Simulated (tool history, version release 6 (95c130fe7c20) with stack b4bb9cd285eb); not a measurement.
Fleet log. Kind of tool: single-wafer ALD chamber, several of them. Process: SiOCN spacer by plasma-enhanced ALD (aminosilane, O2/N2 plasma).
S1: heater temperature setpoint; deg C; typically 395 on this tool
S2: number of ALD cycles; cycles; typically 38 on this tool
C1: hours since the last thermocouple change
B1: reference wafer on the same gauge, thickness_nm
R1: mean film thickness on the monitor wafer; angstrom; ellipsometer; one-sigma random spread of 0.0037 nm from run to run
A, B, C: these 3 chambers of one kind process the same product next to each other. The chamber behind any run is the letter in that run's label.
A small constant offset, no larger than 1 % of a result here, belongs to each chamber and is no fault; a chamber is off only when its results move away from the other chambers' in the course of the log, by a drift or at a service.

Run 1B, hour 11.4: usual settings; C1 759.7; B1 2.722. Result: R1 23.075 angstrom.
Run 2A, hour 22.5: usual settings; C1 543.4; B1 2.7217. Result: R1 22.76 angstrom.
Run 3C, hour 31.5: usual settings; C1 1164.2; B1 2.7213. Result: R1 23.058 angstrom.
Run 4B, hour 39: usual settings; C1 787.3; B1 2.7215. Result: R1 23.097 angstrom.
Run 5A, hour 50.8: usual settings; C1 571.7; B1 2.7224. Result: R1 22.726 angstrom.
Run 6C, hour 57.3: usual settings; C1 1190; B1 2.7249. Result: R1 23.16 angstrom.
Run 7B, hour 65.4: usual settings; C1 813.7; B1 2.7242. Result: R1 23.063 angstrom.
Run 8A, hour 75.7: usual settings; C1 596.6; B1 2.7242. Result: R1 22.781 angstrom.
Run 9C, hour 83.3: usual settings; C1 1216; B1 2.7254. Result: R1 23.119 angstrom.
Run 10A, hour 95.2: usual settings; C1 616.1; B1 2.7266. Result: R1 22.753 angstrom.
Run 11B, hour 103.9: usual settings; C1 852.2; B1 2.7255. Result: R1 23.048 angstrom.
Run 12C, hour 109.2: usual settings; C1 1241.9; B1 2.7268. Result: R1 23.157 angstrom.
Run 13B, hour 117: usual settings; C1 865.3; B1 2.7276. Result: R1 23.068 angstrom.
Run 14C, hour 122.8: usual settings; C1 1255.5; B1 2.7275. Result: R1 23.143 angstrom.
Run 15A, hour 134.7: usual settings but S1 404 deg C, S2 31 cycles; C1 655.6; B1 2.7277. Result: R1 18.339 angstrom.
Run 16B, hour 146.6: usual settings but S1 404 deg C, S2 31 cycles; C1 894.9; B1 2.7274. Result: R1 18.408 angstrom.
Run 17C, hour 157.6: usual settings but S1 404 deg C, S2 31 cycles; C1 1290.3; B1 2.7293. Result: R1 18.776 angstrom.
Run 18A, hour 166.7: usual settings; C1 687.6; B1 2.7306. Result: R1 22.846 angstrom.
Run 19B, hour 175.8: usual settings; C1 924.1; B1 2.7296. Result: R1 23.153 angstrom.
Run 20A, hour 184.1: usual settings; C1 705; B1 2.7314. Result: R1 22.852 angstrom.
Run 21C, hour 195.6: usual settings but S1 400 deg C, S2 45 cycles; C1 1328.3; B1 2.7312. Result: R1 27.395 angstrom.
Run 22C, hour 202.5: usual settings but S1 400 deg C, S2 45 cycles; C1 1335.2; B1 2.7318. Result: R1 27.575 angstrom.
Run 23B, hour 207.8: usual settings but S1 400 deg C, S2 45 cycles; C1 956.1; B1 2.7325. Result: R1 27.137 angstrom.
Run 24A, hour 216.7: usual settings; C1 737.6; B1 2.7335. Result: R1 22.822 angstrom.
Run 25A, hour 223.2: usual settings but S1 389 deg C, S2 44 cycles; C1 744.1; B1 2.7334. Result: R1 26.42 angstrom.
Run 26B, hour 229.9: usual settings but S1 389 deg C, S2 44 cycles; C1 978.2; B1 2.7337. Result: R1 26.823 angstrom.
Run 27C, hour 237.5: usual settings but S1 389 deg C, S2 44 cycles; C1 1370.2; B1 2.7331. Result: R1 26.824 angstrom.
Run 28C, hour 245: usual settings; C1 1377.7; B1 2.7346. Result: R1 23.255 angstrom.
Run 29B, hour 251.3: usual settings; C1 999.6; B1 2.735. Result: R1 23.187 angstrom.
Run 30A, hour 256.5: usual settings; C1 777.4; B1 2.735. Result: R1 22.822 angstrom.
Run 31C, hour 268.3: usual settings; C1 1401; B1 2.736. Result: R1 23.292 angstrom.
Run 32B, hour 275.5: usual settings; C1 1023.8; B1 2.7365. Result: R1 23.173 angstrom.
Run 33A, hour 286.2: usual settings but S1 401 deg C, S2 33 cycles; C1 807.1; B1 2.7364. Result: R1 19.804 angstrom.
Run 34A, hour 291.6: usual settings but S1 401 deg C, S2 33 cycles; C1 812.5; B1 2.7387. Result: R1 19.838 angstrom.

Is one chamber out of step, is the gauge drifting, or do the chambers differ by no more than their own small offsets? For an off chamber, give its letter and the likeliest cause.

It is the gauge, not a chamber: its drift shows up in every chamber's results at once, and no chamber is off.
Most likely cause: gauge reads high (%) = 0.659.
